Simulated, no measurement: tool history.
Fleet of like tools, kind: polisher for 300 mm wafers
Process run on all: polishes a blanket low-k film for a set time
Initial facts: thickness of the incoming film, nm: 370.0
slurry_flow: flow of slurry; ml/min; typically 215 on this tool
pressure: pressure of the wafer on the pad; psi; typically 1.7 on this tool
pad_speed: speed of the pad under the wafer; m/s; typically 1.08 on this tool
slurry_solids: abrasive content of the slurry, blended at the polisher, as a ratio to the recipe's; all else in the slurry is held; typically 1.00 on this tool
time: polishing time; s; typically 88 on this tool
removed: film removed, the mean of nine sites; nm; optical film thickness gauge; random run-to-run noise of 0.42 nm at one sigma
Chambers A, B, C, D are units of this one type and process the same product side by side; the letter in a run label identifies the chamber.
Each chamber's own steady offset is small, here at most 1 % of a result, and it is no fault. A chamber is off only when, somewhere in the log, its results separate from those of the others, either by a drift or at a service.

| run | hour | slurry_flow | pressure | pad_speed | slurry_solids | time | removed |
|---|---|---|---|---|---|---|---|
|  | 13.5 | chamber A: worn pad replaced by a new one |
| 1C | 14.8 | 215 | 1.7 | 1.08 | 1.00 | 88 | 41.757 |
|  | 18.4 | chamber C: worn pad replaced by a new one |
| 2B | 27.8 | 215 | 1.7 | 1.08 | 1.00 | 88 | 40.868 |
| 3D | 43.7 | 215 | 1.7 | 1.08 | 1.00 | 88 | 41.323 |
|  | 43.8 | chamber D: conditioning disc replaced and pad reconditioned |
| 4A | 52.7 | 215 | 1.7 | 1.08 | 1.00 | 88 | 41.150 |
| 5C | 59.6 | 215 | 1.7 | 1.08 | 1.00 | 88 | 41.642 |
|  | 65.6 | chamber B: worn pad replaced by a new one |
| 6A | 70.2 | 215 | 1.7 | 1.08 | 1.00 | 88 | 41.147 |
|  | 82.9 | chamber C: conditioning disc replaced and pad reconditioned |
| 7D | 83.7 | 215 | 1.7 | 1.08 | 1.00 | 88 | 41.267 |
|  | 87.2 | chamber A: worn pad replaced by a new one |
|  | 89.5 | chamber D: worn pad replaced by a new one |
|  | 94.2 | chamber D: head pressure recalibrated |
| 8B | 95.4 | 215 | 1.7 | 1.08 | 1.00 | 88 | 41.577 |
| 9C | 110.6 | 215 | 1.7 | 1.08 | 1.00 | 88 | 41.276 |
| 10A | 123.7 | 215 | 1.7 | 1.08 | 1.00 | 88 | 40.670 |
|  | 126.6 | chamber C: slurry nozzle cleaned |
| 11B | 131.9 | 215 | 1.7 | 1.08 | 1.00 | 88 | 40.976 |
|  | 139.2 | chamber C: worn pad replaced by a new one |
| 12D | 140.1 | 215 | 1.7 | 1.08 | 1.00 | 88 | 40.767 |
|  | 140.8 | chamber A: slurry blender recalibrated |
| 13D | 154.6 | 215 | 1.7 | 1.40 | 1.25 | 88 | 55.047 |
|  | 158.8 | chamber A: worn pad replaced by a new one |
|  | 160.3 | chamber B: worn pad replaced by a new one |
| 14A | 164.1 | 215 | 1.7 | 1.40 | 1.25 | 88 | 56.653 |
|  | 172.0 | chamber D: slurry nozzle cleaned |
| 15C | 172.1 | 215 | 1.7 | 1.40 | 1.25 | 88 | 55.416 |
|  | 180.8 | chamber A: conditioning disc replaced and pad reconditioned |
|  | 184.2 | chamber B: slurry blender recalibrated |
| 16B | 185.1 | 215 | 1.7 | 1.40 | 1.25 | 88 | 54.622 |
|  | 185.2 | chamber B: slurry nozzle cleaned |
| 17B | 198.2 | 215 | 2.2 | 1.08 | 1.00 | 88 | 52.945 |
| 18C | 213.1 | 215 | 2.2 | 1.08 | 1.00 | 88 | 54.316 |
| 19D | 226.0 | 215 | 2.2 | 1.08 | 1.00 | 88 | 52.369 |
|  | 233.5 | chamber D: worn pad replaced by a new one |
| 20A | 239.9 | 215 | 2.2 | 1.08 | 1.00 | 88 | 52.563 |
|  | 240.3 | chamber A: worn pad replaced by a new one |
| 21B | 247.8 | 215 | 1.7 | 1.08 | 1.00 | 88 | 40.822 |
|  | 250.7 | chamber D: slurry blender recalibrated |
|  | 255.0 | chamber B: worn pad replaced by a new one |
| 22C | 255.6 | 215 | 1.7 | 1.08 | 1.00 | 88 | 41.255 |
|  | 261.1 | chamber B: conditioning disc replaced and pad reconditioned |
| 23A | 265.3 | 215 | 2.3 | 1.38 | 1.00 | 88 | 67.397 |
|  | 275.6 | chamber C: worn pad replaced by a new one |
| 24D | 275.8 | 215 | 2.3 | 1.38 | 1.00 | 88 | 67.625 |
|  | 281.1 | chamber D: conditioning disc replaced and pad reconditioned |
| 25D | 289.9 | 215 | 2.3 | 1.38 | 1.00 | 88 | 68.009 |
| 26A | 300.6 | 215 | 2.3 | 1.38 | 1.00 | 88 | 66.931 |
| 27B | 312.6 | 215 | 1.7 | 1.08 | 1.00 | 88 | 41.009 |
| 28C | 324.1 | 215 | 1.7 | 1.08 | 1.00 | 88 | 41.548 |
| 29C | 340.0 | 270 | 1.7 | 1.08 | 1.25 | 88 | 46.483 |
| 30D | 352.1 | 270 | 1.7 | 1.08 | 1.25 | 88 | 46.520 |
|  | 352.8 | chamber B: worn pad replaced by a new one |
| 31B | 363.5 | 270 | 1.7 | 1.08 | 1.25 | 88 | 45.476 |

Is one chamber off against the others, does the gauge drift, or is nothing wrong? If a chamber is off, say which, and what the likeliest cause is.

Nothing is wrong: each chamber keeps only its own small, steady offset and the gauge holds still.
